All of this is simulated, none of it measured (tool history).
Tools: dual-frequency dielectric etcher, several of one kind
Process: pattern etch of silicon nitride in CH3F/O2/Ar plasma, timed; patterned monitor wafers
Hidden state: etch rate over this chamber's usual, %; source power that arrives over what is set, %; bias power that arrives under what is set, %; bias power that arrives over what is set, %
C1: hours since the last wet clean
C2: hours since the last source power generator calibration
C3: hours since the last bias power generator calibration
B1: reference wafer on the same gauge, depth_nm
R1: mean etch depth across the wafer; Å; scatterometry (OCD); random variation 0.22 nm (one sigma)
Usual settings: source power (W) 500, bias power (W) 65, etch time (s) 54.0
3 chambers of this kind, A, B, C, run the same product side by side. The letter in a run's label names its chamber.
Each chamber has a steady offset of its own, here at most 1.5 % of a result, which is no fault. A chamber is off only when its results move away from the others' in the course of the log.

{"run": "1A", "hour": 6.1, "source power (W)": 500, "bias power (W)": 65, "etch time (s)": 54.0, "C1": 329.5, "C2": 2768.9, "C3": 865.8, "B1": 42.004, "R1": 395.74}
{"run": "2C", "hour": 14.3, "source power (W)": 500, "bias power (W)": 65, "etch time (s)": 54.0, "C1": 518.6, "C2": 560.5, "C3": 1799.4, "B1": 42.009, "R1": 400.37}
{"run": "3B", "hour": 27.8, "source power (W)": 500, "bias power (W)": 65, "etch time (s)": 54.0, "C1": 364.2, "C2": 1250.5, "C3": 719.7, "B1": 42.023, "R1": 393.05}
{"run": "4B", "hour": 37.4, "source power (W)": 500, "bias power (W)": 65, "etch time (s)": 54.0, "C1": 373.8, "C2": 1260.1, "C3": 729.3, "B1": 42.039, "R1": 395.59}
{"run": "5A", "hour": 47.5, "source power (W)": 500, "bias power (W)": 65, "etch time (s)": 54.0, "C1": 370.9, "C2": 2810.3, "C3": 907.2, "B1": 42.037, "R1": 392.93}
{"run": "6C", "hour": 57.5, "source power (W)": 500, "bias power (W)": 65, "etch time (s)": 54.0, "C1": 561.8, "C2": 603.7, "C3": 1842.6, "B1": 42.0, "R1": 403.95}
{"hour": 63.0, "done": "chamber C: bias power generator calibrated"}
{"run": "7C", "hour": 69.1, "source power (W)": 500, "bias power (W)": 65, "etch time (s)": 54.0, "C1": 573.4, "C2": 615.3, "C3": 6.2, "B1": 42.027, "R1": 400.82}
{"run": "8A", "hour": 76.5, "source power (W)": 500, "bias power (W)": 65, "etch time (s)": 54.0, "C1": 399.9, "C2": 2839.3, "C3": 936.2, "B1": 42.028, "R1": 400.43}
{"run": "9B", "hour": 86.2, "source power (W)": 500, "bias power (W)": 65, "etch time (s)": 54.0, "C1": 422.6, "C2": 1308.9, "C3": 778.1, "B1": 41.978, "R1": 395.47}
{"run": "10C", "hour": 94.6, "source power (W)": 580, "bias power (W)": 78, "etch time (s)": 54.0, "C1": 598.9, "C2": 640.8, "C3": 31.7, "B1": 41.96, "R1": 452.6}
{"run": "11B", "hour": 106.1, "source power (W)": 580, "bias power (W)": 78, "etch time (s)": 54.0, "C1": 442.5, "C2": 1328.8, "C3": 798.0, "B1": 42.017, "R1": 440.83}
{"run": "12A", "hour": 114.5, "source power (W)": 580, "bias power (W)": 78, "etch time (s)": 54.0, "C1": 437.9, "C2": 2877.3, "C3": 974.2, "B1": 41.945, "R1": 443.91}
{"run": "13C", "hour": 127.3, "source power (W)": 500, "bias power (W)": 65, "etch time (s)": 54.0, "C1": 631.6, "C2": 673.5, "C3": 64.4, "B1": 42.013, "R1": 402.47}
{"hour": 132.7, "done": "chamber C: wet clean of the chamber"}
{"run": "14A", "hour": 136.9, "source power (W)": 500, "bias power (W)": 65, "etch time (s)": 54.0, "C1": 460.3, "C2": 2899.7, "C3": 996.6, "B1": 42.004, "R1": 395.99}
{"run": "15B", "hour": 147.7, "source power (W)": 500, "bias power (W)": 65, "etch time (s)": 54.0, "C1": 484.1, "C2": 1370.4, "C3": 839.6, "B1": 42.025, "R1": 397.37}
{"run": "16B", "hour": 159.8, "source power (W)": 500, "bias power (W)": 65, "etch time (s)": 54.0, "C1": 496.2, "C2": 1382.5, "C3": 851.7, "B1": 42.036, "R1": 397.71}
{"hour": 163.8, "done": "chamber B: wet clean of the chamber"}
{"run": "17A", "hour": 170.7, "source power (W)": 570, "bias power (W)": 65, "etch time (s)": 43.0, "C1": 494.1, "C2": 2933.5, "C3": 1030.4, "B1": 41.938, "R1": 330.11}
{"run": "18C", "hour": 180.6, "source power (W)": 570, "bias power (W)": 65, "etch time (s)": 43.0, "C1": 48.0, "C2": 726.8, "C3": 117.7, "B1": 42.032, "R1": 348.28}
{"hour": 182.6, "done": "chamber A: wet clean of the chamber"}
{"run": "19A", "hour": 194.0, "source power (W)": 570, "bias power (W)": 65, "etch time (s)": 43.0, "C1": 11.5, "C2": 2956.8, "C3": 1053.7, "B1": 41.949, "R1": 331.81}
{"run": "20B", "hour": 201.7, "source power (W)": 500, "bias power (W)": 65, "etch time (s)": 54.0, "C1": 37.9, "C2": 1424.4, "C3": 893.6, "B1": 42.048, "R1": 393.98}
{"run": "21C", "hour": 214.8, "source power (W)": 500, "bias power (W)": 65, "etch time (s)": 54.0, "C1": 82.2, "C2": 761.0, "C3": 151.9, "B1": 41.986, "R1": 420.45}
{"run": "22C", "hour": 221.5, "source power (W)": 560, "bias power (W)": 65, "etch time (s)": 47.5, "C1": 88.9, "C2": 767.7, "C3": 158.6, "B1": 42.003, "R1": 386.65}
{"run": "23A", "hour": 233.4, "source power (W)": 560, "bias power (W)": 65, "etch time (s)": 47.5, "C1": 50.9, "C2": 2996.2, "C3": 1093.1, "B1": 42.039, "R1": 364.5}
{"run": "24B", "hour": 245.5, "source power (W)": 560, "bias power (W)": 65, "etch time (s)": 47.5, "C1": 81.7, "C2": 1468.2, "C3": 937.4, "B1": 41.968, "R1": 363.45}

Is one chamber off against the others, does the gauge drift, or is nothing wrong? If a chamber is off, say which, and what the likeliest cause is.

A service left chamber C off against the others.
Cause: etch rate over this chamber's usual, % = 3.77.

Here are 4 candidates for chamber C's next run, each the usual settings with a change, their results left as question marks. Which one brings its results back in line with what the others give on the usual settings?
In line means no further than this from the other chambers' mean on the usual settings: R1 7.70 Å
{"run": "25C-1", "hour": 255.6, "source power (W)": 510, "bias power (W)": 65, "etch time (s)": 56.5, "R1": "?"}
{"run": "25C-2", "hour": 255.6, "source power (W)": 510, "bias power (W)": 67, "etch time (s)": 60.0, "R1": "?"}
{"run": "25C-3", "hour": 255.6, "source power (W)": 500, "bias power (W)": 45, "etch time (s)": 54.0, "R1": "?"}
{"run": "25C-4", "hour": 255.6, "source power (W)": 430, "bias power (W)": 65, "etch time (s)": 54.0, "R1": "?"}

The other chambers' mean on the usual settings: R1 395.14 Å
run=25C-1 R1=442.39
run=25C-2 R1=474.50
run=25C-3 R1=374.02
run=25C-4 R1=395.57
25C-4 brings the chamber back in line.

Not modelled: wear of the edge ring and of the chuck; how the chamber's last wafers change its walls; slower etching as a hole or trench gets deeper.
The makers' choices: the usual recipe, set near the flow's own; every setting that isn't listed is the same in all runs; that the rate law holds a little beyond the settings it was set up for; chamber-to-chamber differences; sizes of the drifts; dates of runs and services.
